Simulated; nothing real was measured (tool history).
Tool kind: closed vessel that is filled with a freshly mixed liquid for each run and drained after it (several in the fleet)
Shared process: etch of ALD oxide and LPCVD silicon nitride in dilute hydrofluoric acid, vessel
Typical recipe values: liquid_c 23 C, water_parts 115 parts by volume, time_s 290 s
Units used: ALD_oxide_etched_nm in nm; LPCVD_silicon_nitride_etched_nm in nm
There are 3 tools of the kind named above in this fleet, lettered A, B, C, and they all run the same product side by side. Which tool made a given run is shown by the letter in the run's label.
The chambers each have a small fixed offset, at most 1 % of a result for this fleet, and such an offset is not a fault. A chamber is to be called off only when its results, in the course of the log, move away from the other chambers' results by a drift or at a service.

run	hour	liquid_c	water_parts	time_s	read-back film thickness of the ALD oxide reference wafer, read on the same gauge (nm)	read-back film thickness of the LPCVD silicon nitride reference wafer, read on the same gauge (nm)	ALD_oxide_etched_nm	LPCVD_silicon_nitride_etched_nm
1A	7	23	115	290	110.03	150.01	53.806	1.2629
2B	21.6	23	115	290	110.02	150.01	52.377	1.3146
3C	34.4	23	115	290	109.98	150	53.755	1.3211
4C	41.2	23	115	290	110.02	149.98	53.012	1.3438
5A	52	26.5	170	290	110.03	149.99	38.648	1.1267
# hour 53.7: chamber A: thermometer replaced
6B	59.1	26.5	170	290	109.98	149.98	38.183	1.1523
7B	68	26.5	170	290	109.99	150.01	38.117	1.1823
8C	77	23	115	290	109.97	150.02	53.416	1.2645
9A	92.5	18.5	90	290	110.01	150.03	58.899	1.2865
10A	100.8	18.5	90	290	110.02	150	58.37	1.2894
11B	111.1	18.5	90	290	110	150.01	58.088	1.2921
12C	120.7	23	115	290	110	149.98	53.201	1.3435
13A	135.5	21	155	290	109.99	150	34.466	0.8998
14B	150.5	21	155	290	110	149.98	34.76	0.91949
15C	165.6	21	155	290	109.99	150.03	34.45	0.85549
16C	176.3	23	150	290	110.02	150.02	39.941	1.0503
# hour 189.3: chamber C: thermometer replaced
17B	190.5	23	150	290	109.96	149.97	38.867	1.0247
18A	204.1	23	150	290	110.01	149.97	38.484	0.98557
19B	219.5	23	115	290	109.98	149.97	52.596	1.3449
20C	228.3	23	115	290	109.98	150	53.23	1.3227
21A	238.8	23	115	290	109.96	150	52.031	1.3238
22B	246	23	115	290	109.97	150	52.681	1.3766
23A	253.1	18	60	290	109.98	149.98	88.07	1.7743
24C	262.5	18	60	290	109.99	150.01	87.285	1.7627
25B	276.6	18	60	290	109.96	150.01	89.318	1.8263
26A	292	23	115	290	110.01	149.99	51.307	1.2872
27C	299.4	23	115	290	110	149.99	52.71	1.3367
28A	313.1	23	115	290	110.04	150.01	50.873	1.3397
29B	325.9	23	115	290	109.98	150.02	52.197	1.3367
30C	335.3	23	115	290	109.98	150.03	53.586	1.3349
31B	349.6	23	115	290	110	150	53.305	1.4155
32C	358.8	23	115	290	110.03	150.01	53.907	1.3247
33A	370	23	115	290	110.03	150.02	50.072	1.3016
34C	382.5	23	115	290	109.96	150	53.142	1.3107
35B	389.7	23	115	290	110.02	150.02	52.437	1.304
36A	404.3	23	115	290	110	149.98	49.929	1.2784
37B	419.6	23	115	290	110.04	149.99	52.972	1.3517

Each of the 3 chambers runs these same settings next. Fill in every chamber's results:
38A	430.8	23	115	240			?	?
38B	430.8	23	115	240			?	?
38C	430.8	23	115	240			?	?

run	ALD_oxide_etched_nm	LPCVD_silicon_nitride_etched_nm
38A	40.385	1.0701
38B	43.175	1.1139
38C	44.539	1.124

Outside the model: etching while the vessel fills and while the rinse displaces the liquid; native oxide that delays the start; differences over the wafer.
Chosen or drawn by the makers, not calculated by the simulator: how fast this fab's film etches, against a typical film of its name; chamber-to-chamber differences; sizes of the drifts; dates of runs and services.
